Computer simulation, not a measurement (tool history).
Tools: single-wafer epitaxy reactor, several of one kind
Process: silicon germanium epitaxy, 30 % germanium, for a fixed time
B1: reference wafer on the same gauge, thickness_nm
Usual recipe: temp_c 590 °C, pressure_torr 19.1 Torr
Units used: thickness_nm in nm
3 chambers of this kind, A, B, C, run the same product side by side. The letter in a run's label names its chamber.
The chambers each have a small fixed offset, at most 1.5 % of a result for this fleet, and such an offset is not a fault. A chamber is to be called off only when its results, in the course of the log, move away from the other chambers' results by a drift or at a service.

{"run": "1B", "day": 0.362, "temp_c": 590, "pressure_torr": 19.1, "B1": 49.883, "thickness_nm": 48.595}
{"run": "2A", "day": 0.7, "temp_c": 590, "pressure_torr": 19.1, "B1": 49.846, "thickness_nm": 47.929}
{"run": "3C", "day": 1.104, "temp_c": 590, "pressure_torr": 19.1, "B1": 49.846, "thickness_nm": 48.531}
{"run": "4B", "day": 1.508, "temp_c": 590, "pressure_torr": 19.1, "B1": 49.901, "thickness_nm": 49.091}
{"run": "5C", "day": 1.721, "temp_c": 590, "pressure_torr": 19.1, "B1": 49.927, "thickness_nm": 48.064}
{"run": "6A", "day": 1.996, "temp_c": 590, "pressure_torr": 19.1, "B1": 49.84, "thickness_nm": 47.661}
{"run": "7C", "day": 2.262, "temp_c": 590, "pressure_torr": 19.1, "B1": 49.921, "thickness_nm": 48.335}
{"run": "8A", "day": 2.521, "temp_c": 590, "pressure_torr": 19.1, "B1": 49.894, "thickness_nm": 47.832}
{"run": "9B", "day": 2.85, "temp_c": 590, "pressure_torr": 19.1, "B1": 49.913, "thickness_nm": 48.772}
{"run": "10B", "day": 3.279, "temp_c": 590, "pressure_torr": 19.1, "B1": 49.94, "thickness_nm": 48.337}
{"run": "11C", "day": 3.708, "temp_c": 590, "pressure_torr": 19.1, "B1": 49.972, "thickness_nm": 48.724}
{"run": "12A", "day": 4.05, "temp_c": 590, "pressure_torr": 19.1, "B1": 49.887, "thickness_nm": 47.241}
{"run": "13B", "day": 4.375, "temp_c": 590, "pressure_torr": 15.3, "B1": 49.896, "thickness_nm": 44.919}
{"run": "14C", "day": 4.592, "temp_c": 590, "pressure_torr": 15.3, "B1": 49.866, "thickness_nm": 45.152}
{"run": "15A", "day": 4.792, "temp_c": 590, "pressure_torr": 15.3, "B1": 49.924, "thickness_nm": 44.017}
{"run": "16B", "day": 5.154, "temp_c": 590, "pressure_torr": 19.1, "B1": 49.97, "thickness_nm": 48.78}
{"run": "17C", "day": 5.588, "temp_c": 590, "pressure_torr": 19.1, "B1": 49.824, "thickness_nm": 49.116}
{"run": "18A", "day": 5.783, "temp_c": 590, "pressure_torr": 19.1, "B1": 49.923, "thickness_nm": 47.43}
{"run": "19A", "day": 6.158, "temp_c": 590, "pressure_torr": 19.1, "B1": 49.921, "thickness_nm": 47.703}
{"run": "20B", "day": 6.388, "temp_c": 590, "pressure_torr": 19.1, "B1": 49.938, "thickness_nm": 48.67}
{"run": "21C", "day": 6.708, "temp_c": 590, "pressure_torr": 19.1, "B1": 49.909, "thickness_nm": 49.543}
{"run": "22B", "day": 6.929, "temp_c": 590, "pressure_torr": 14.5, "B1": 49.865, "thickness_nm": 43.693}
{"run": "23C", "day": 7.262, "temp_c": 590, "pressure_torr": 14.5, "B1": 49.872, "thickness_nm": 44.412}
{"run": "24A", "day": 7.6, "temp_c": 590, "pressure_torr": 14.5, "B1": 49.887, "thickness_nm": 42.689}
{"run": "25B", "day": 8.042, "temp_c": 590, "pressure_torr": 19.1, "B1": 49.877, "thickness_nm": 48.329}
{"run": "26A", "day": 8.45, "temp_c": 590, "pressure_torr": 19.1, "B1": 49.867, "thickness_nm": 47.623}
{"run": "27C", "day": 8.662, "temp_c": 590, "pressure_torr": 19.1, "B1": 49.866, "thickness_nm": 49.83}

Next, every chamber runs the same settings. What will each give?
{"run": "28A", "day": 8.983, "temp_c": 590, "pressure_torr": 22.6, "thickness_nm": "?"}
{"run": "28B", "day": 8.983, "temp_c": 590, "pressure_torr": 22.6, "thickness_nm": "?"}
{"run": "28C", "day": 8.983, "temp_c": 590, "pressure_torr": 22.6, "thickness_nm": "?"}

run=28A thickness_nm=51.22
run=28B thickness_nm=52.149
run=28C thickness_nm=53.669

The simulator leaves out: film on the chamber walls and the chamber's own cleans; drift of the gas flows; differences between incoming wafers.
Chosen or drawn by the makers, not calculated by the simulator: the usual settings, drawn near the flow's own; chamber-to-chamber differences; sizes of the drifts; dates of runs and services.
